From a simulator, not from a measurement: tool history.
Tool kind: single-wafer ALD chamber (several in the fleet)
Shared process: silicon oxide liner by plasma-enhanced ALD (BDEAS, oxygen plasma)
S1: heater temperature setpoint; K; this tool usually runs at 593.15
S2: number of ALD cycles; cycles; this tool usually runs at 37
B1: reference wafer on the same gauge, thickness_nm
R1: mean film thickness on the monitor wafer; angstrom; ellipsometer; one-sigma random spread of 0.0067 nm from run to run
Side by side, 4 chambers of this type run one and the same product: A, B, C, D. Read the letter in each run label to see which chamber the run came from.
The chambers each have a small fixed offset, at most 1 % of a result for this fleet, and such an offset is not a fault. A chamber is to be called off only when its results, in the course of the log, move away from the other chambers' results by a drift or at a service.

run	hour	S1	S2	B1	R1
1B	7.9	593.15	37	3.7606	33.463
2D	16.5	593.15	37	3.7603	33.314
3C	25.5	593.15	37	3.76	33.565
4A	32.4	593.15	37	3.761	33.361
5A	39.5	593.15	37	3.7576	33.381
6B	48.8	593.15	37	3.7607	33.427
7D	55.3	593.15	37	3.7604	33.335
8C	64.2	593.15	37	3.76	33.455
9B	71.6	593.15	37	3.7626	33.475
10D	78.4	579.15	32	3.7601	29.363
11C	85.7	579.15	32	3.7602	29.532
12A	92.4	579.15	32	3.7611	29.489
13B	102.6	579.15	32	3.7608	29.515
14A	108.5	593.15	37	3.7593	33.464
15C	117.7	593.15	31	3.7597	28.056
16D	124.3	593.15	31	3.7603	27.854
17C	135.5	593.15	31	3.757	28.095
18B	146.4	593.15	31	3.7578	28.044
19D	151.6	593.15	37	3.7611	33.106
20A	163	593.15	37	3.7595	33.44
21A	174	593.15	37	3.7608	33.429
22B	182.9	593.15	37	3.76	33.441
23D	192.2	593.15	37	3.76	33.09
24C	201.3	593.15	37	3.7589	33.529
25C	212.7	593.15	37	3.7614	33.584
26B	220	593.15	37	3.7598	33.395
27D	225.6	593.15	37	3.7625	33.243
28A	233.4	593.15	37	3.7581	33.53
29B	241.5	593.15	37	3.7605	33.453
30C	251	593.15	37	3.7619	33.536
31A	256.4	582.15	43	3.7604	39.491
32D	267.8	582.15	43	3.7594	39.187
33A	273.4	582.15	43	3.7593	39.317
34B	284.9	582.15	43	3.7597	39.543
35D	290.2	593.15	37	3.7584	33.189

For the next run the whole fleet of 4 chambers uses the same settings. Give each chamber's results:
36A	298.5	582.15	37		?
36B	298.5	582.15	37		?
36C	298.5	582.15	37		?
36D	298.5	582.15	37		?

run	R1
36A	33.998
36B	33.81
36C	34.14
36D	33.812

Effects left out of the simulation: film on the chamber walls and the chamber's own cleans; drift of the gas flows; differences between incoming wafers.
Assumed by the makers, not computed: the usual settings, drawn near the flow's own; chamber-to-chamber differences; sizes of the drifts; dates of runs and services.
